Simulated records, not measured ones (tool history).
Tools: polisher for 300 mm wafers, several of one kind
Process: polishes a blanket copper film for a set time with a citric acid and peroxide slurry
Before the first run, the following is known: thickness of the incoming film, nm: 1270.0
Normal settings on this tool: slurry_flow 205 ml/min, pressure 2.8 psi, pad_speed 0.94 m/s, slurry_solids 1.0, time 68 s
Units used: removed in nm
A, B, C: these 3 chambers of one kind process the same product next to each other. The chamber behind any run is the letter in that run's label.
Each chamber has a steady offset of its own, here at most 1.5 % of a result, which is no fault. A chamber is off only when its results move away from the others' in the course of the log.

{"hour": 8.9, "done": "chamber B: worn pad replaced by a new one"}
{"hour": 10.7, "done": "chamber C: worn pad replaced by a new one"}
{"run": "1A", "hour": 15.1, "slurry_flow": 205, "pressure": 2.8, "pad_speed": 0.94, "slurry_solids": 1.0, "time": 68, "removed": 134.39}
{"run": "2C", "hour": 25.3, "slurry_flow": 205, "pressure": 2.8, "pad_speed": 0.94, "slurry_solids": 1.0, "time": 68, "removed": 133.37}
{"hour": 32.4, "done": "chamber A: worn pad replaced by a new one"}
{"run": "3B", "hour": 35.3, "slurry_flow": 205, "pressure": 2.8, "pad_speed": 0.94, "slurry_solids": 1.0, "time": 68, "removed": 134.39}
{"hour": 36.7, "done": "chamber B: slurry nozzle cleaned"}
{"run": "4A", "hour": 48.7, "slurry_flow": 205, "pressure": 2.8, "pad_speed": 0.94, "slurry_solids": 1.0, "time": 68, "removed": 134.56}
{"hour": 54.2, "done": "chamber A: slurry nozzle cleaned"}
{"run": "5B", "hour": 57.7, "slurry_flow": 205, "pressure": 3.7, "pad_speed": 0.94, "slurry_solids": 1.0, "time": 68, "removed": 177.21}
{"run": "6C", "hour": 64.7, "slurry_flow": 205, "pressure": 3.7, "pad_speed": 0.94, "slurry_solids": 1.0, "time": 68, "removed": 177.85}
{"hour": 65.3, "done": "chamber B: slurry blender recalibrated"}
{"run": "7B", "hour": 80.6, "slurry_flow": 205, "pressure": 3.7, "pad_speed": 0.94, "slurry_solids": 1.0, "time": 68, "removed": 176.87}
{"hour": 84.5, "done": "chamber C: worn pad replaced by a new one"}
{"hour": 85.7, "done": "chamber A: slurry blender recalibrated"}
{"hour": 88.0, "done": "chamber A: head pressure recalibrated"}
{"hour": 90.6, "done": "chamber B: worn pad replaced by a new one"}
{"run": "8A", "hour": 92.4, "slurry_flow": 205, "pressure": 2.8, "pad_speed": 0.94, "slurry_solids": 1.0, "time": 68, "removed": 133.15}
{"run": "9C", "hour": 107.9, "slurry_flow": 205, "pressure": 2.8, "pad_speed": 0.94, "slurry_solids": 1.0, "time": 68, "removed": 134.3}
{"run": "10B", "hour": 121.0, "slurry_flow": 205, "pressure": 2.8, "pad_speed": 0.94, "slurry_solids": 1.0, "time": 68, "removed": 135.68}
{"run": "11C", "hour": 134.5, "slurry_flow": 205, "pressure": 2.8, "pad_speed": 0.94, "slurry_solids": 1.0, "time": 68, "removed": 134.68}
{"hour": 138.0, "done": "chamber A: worn pad replaced by a new one"}
{"run": "12A", "hour": 148.6, "slurry_flow": 205, "pressure": 2.8, "pad_speed": 0.94, "slurry_solids": 1.0, "time": 68, "removed": 133.41}
{"run": "13C", "hour": 164.7, "slurry_flow": 205, "pressure": 2.8, "pad_speed": 0.94, "slurry_solids": 1.0, "time": 68, "removed": 134.84}
{"hour": 176.6, "done": "chamber C: worn pad replaced by a new one"}
{"run": "14B", "hour": 178.2, "slurry_flow": 205, "pressure": 2.8, "pad_speed": 1.24, "slurry_solids": 1.0, "time": 59, "removed": 152.85}
{"hour": 189.9, "done": "chamber C: head pressure recalibrated"}
{"hour": 192.8, "done": "chamber B: worn pad replaced by a new one"}
{"run": "15A", "hour": 192.9, "slurry_flow": 205, "pressure": 2.8, "pad_speed": 1.24, "slurry_solids": 1.0, "time": 59, "removed": 150.8}
{"run": "16B", "hour": 208.9, "slurry_flow": 205, "pressure": 2.8, "pad_speed": 1.24, "slurry_solids": 1.0, "time": 59, "removed": 153.87}
{"hour": 211.7, "done": "chamber B: slurry blender recalibrated"}
{"run": "17A", "hour": 222.0, "slurry_flow": 205, "pressure": 2.8, "pad_speed": 0.94, "slurry_solids": 1.0, "time": 68, "removed": 133.71}
{"hour": 228.0, "done": "chamber A: worn pad replaced by a new one"}
{"run": "18C", "hour": 234.6, "slurry_flow": 205, "pressure": 2.8, "pad_speed": 0.94, "slurry_solids": 1.0, "time": 68, "removed": 147.6}
{"run": "19C", "hour": 250.2, "slurry_flow": 205, "pressure": 2.8, "pad_speed": 0.94, "slurry_solids": 1.0, "time": 68, "removed": 144.79}
{"hour": 251.4, "done": "chamber C: worn pad replaced by a new one"}
{"run": "20A", "hour": 265.0, "slurry_flow": 205, "pressure": 2.8, "pad_speed": 0.94, "slurry_solids": 1.0, "time": 68, "removed": 135.29}
{"hour": 267.3, "done": "chamber B: head pressure recalibrated"}
{"hour": 274.6, "done": "chamber B: worn pad replaced by a new one"}
{"run": "21B", "hour": 278.8, "slurry_flow": 205, "pressure": 2.8, "pad_speed": 0.94, "slurry_solids": 1.0, "time": 68, "removed": 134.61}
{"hour": 284.7, "done": "chamber C: slurry blender recalibrated"}
{"run": "22B", "hour": 286.0, "slurry_flow": 205, "pressure": 2.8, "pad_speed": 0.94, "slurry_solids": 1.0, "time": 68, "removed": 136.24}
{"run": "23A", "hour": 301.9, "slurry_flow": 205, "pressure": 2.8, "pad_speed": 0.94, "slurry_solids": 1.0, "time": 68, "removed": 132.49}
{"run": "24C", "hour": 314.7, "slurry_flow": 205, "pressure": 2.8, "pad_speed": 0.94, "slurry_solids": 1.0, "time": 68, "removed": 148.57}
{"run": "25B", "hour": 326.5, "slurry_flow": 205, "pressure": 2.8, "pad_speed": 0.94, "slurry_solids": 1.0, "time": 68, "removed": 133.84}
{"hour": 327.5, "done": "chamber C: worn pad replaced by a new one"}
{"hour": 330.1, "done": "chamber A: slurry blender recalibrated"}
{"hour": 334.1, "done": "chamber A: worn pad replaced by a new one"}
{"run": "26C", "hour": 338.7, "slurry_flow": 205, "pressure": 2.8, "pad_speed": 0.94, "slurry_solids": 1.0, "time": 68, "removed": 149.71}
{"hour": 341.4, "done": "chamber B: slurry blender recalibrated"}
{"run": "27A", "hour": 346.4, "slurry_flow": 205, "pressure": 2.4, "pad_speed": 0.94, "slurry_solids": 1.0, "time": 57, "removed": 98.764}
{"run": "28A", "hour": 354.1, "slurry_flow": 205, "pressure": 2.4, "pad_speed": 0.94, "slurry_solids": 1.0, "time": 57, "removed": 96.016}
{"run": "29C", "hour": 366.5, "slurry_flow": 205, "pressure": 2.4, "pad_speed": 0.94, "slurry_solids": 1.0, "time": 57, "removed": 106.49}
{"hour": 371.7, "done": "chamber B: worn pad replaced by a new one"}
{"run": "30B", "hour": 376.6, "slurry_flow": 205, "pressure": 2.8, "pad_speed": 0.94, "slurry_solids": 1.0, "time": 68, "removed": 134.64}
{"run": "31B", "hour": 383.7, "slurry_flow": 155, "pressure": 2.8, "pad_speed": 0.94, "slurry_solids": 1.0, "time": 51, "removed": 97.261}
{"run": "32A", "hour": 399.4, "slurry_flow": 155, "pressure": 2.8, "pad_speed": 0.94, "slurry_solids": 1.0, "time": 51, "removed": 97.405}
{"run": "33C", "hour": 408.5, "slurry_flow": 155, "pressure": 2.8, "pad_speed": 0.94, "slurry_solids": 1.0, "time": 51, "removed": 108.64}
{"run": "34B", "hour": 415.4, "slurry_flow": 205, "pressure": 2.8, "pad_speed": 0.94, "slurry_solids": 1.2, "time": 56, "removed": 115.15}

One chamber off, gauge drift, or nothing amiss beyond the chambers' own small offsets? If it is a chamber, which one, and what is the likeliest cause?

A service on chamber C put it out of line with the rest.
Cause: head's pressure above its setpoint, % = 9.84.

Chamber C could run next with any of the 4 candidate recipes listed below; each alters the usual settings, and their results appear as question marks. Which one brings its results back in line with what the other chambers deliver on the usual settings?
Counts as in line when no further than this from what the other chambers average on the usual settings: removed 3.800 nm
{"run": "35C-1", "hour": 426.9, "slurry_flow": 200, "pressure": 2.3, "pad_speed": 0.94, "slurry_solids": 0.95, "time": 68, "removed": "?"}
{"run": "35C-2", "hour": 426.9, "slurry_flow": 205, "pressure": 3.0, "pad_speed": 1.0, "slurry_solids": 1.0, "time": 73, "removed": "?"}
{"run": "35C-3", "hour": 426.9, "slurry_flow": 205, "pressure": 2.9, "pad_speed": 0.98, "slurry_solids": 1.0, "time": 70, "removed": "?"}
{"run": "35C-4", "hour": 426.9, "slurry_flow": 205, "pressure": 2.8, "pad_speed": 0.94, "slurry_solids": 0.6, "time": 68, "removed": "?"}

Average result of the remaining chambers running the usual settings: removed 134.140 nm
run=35C-1 removed=120.980
run=35C-2 removed=181.420
run=35C-3 removed=164.970
run=35C-4 removed=133.770
35C-4 puts the chamber back in line with the other chambers.
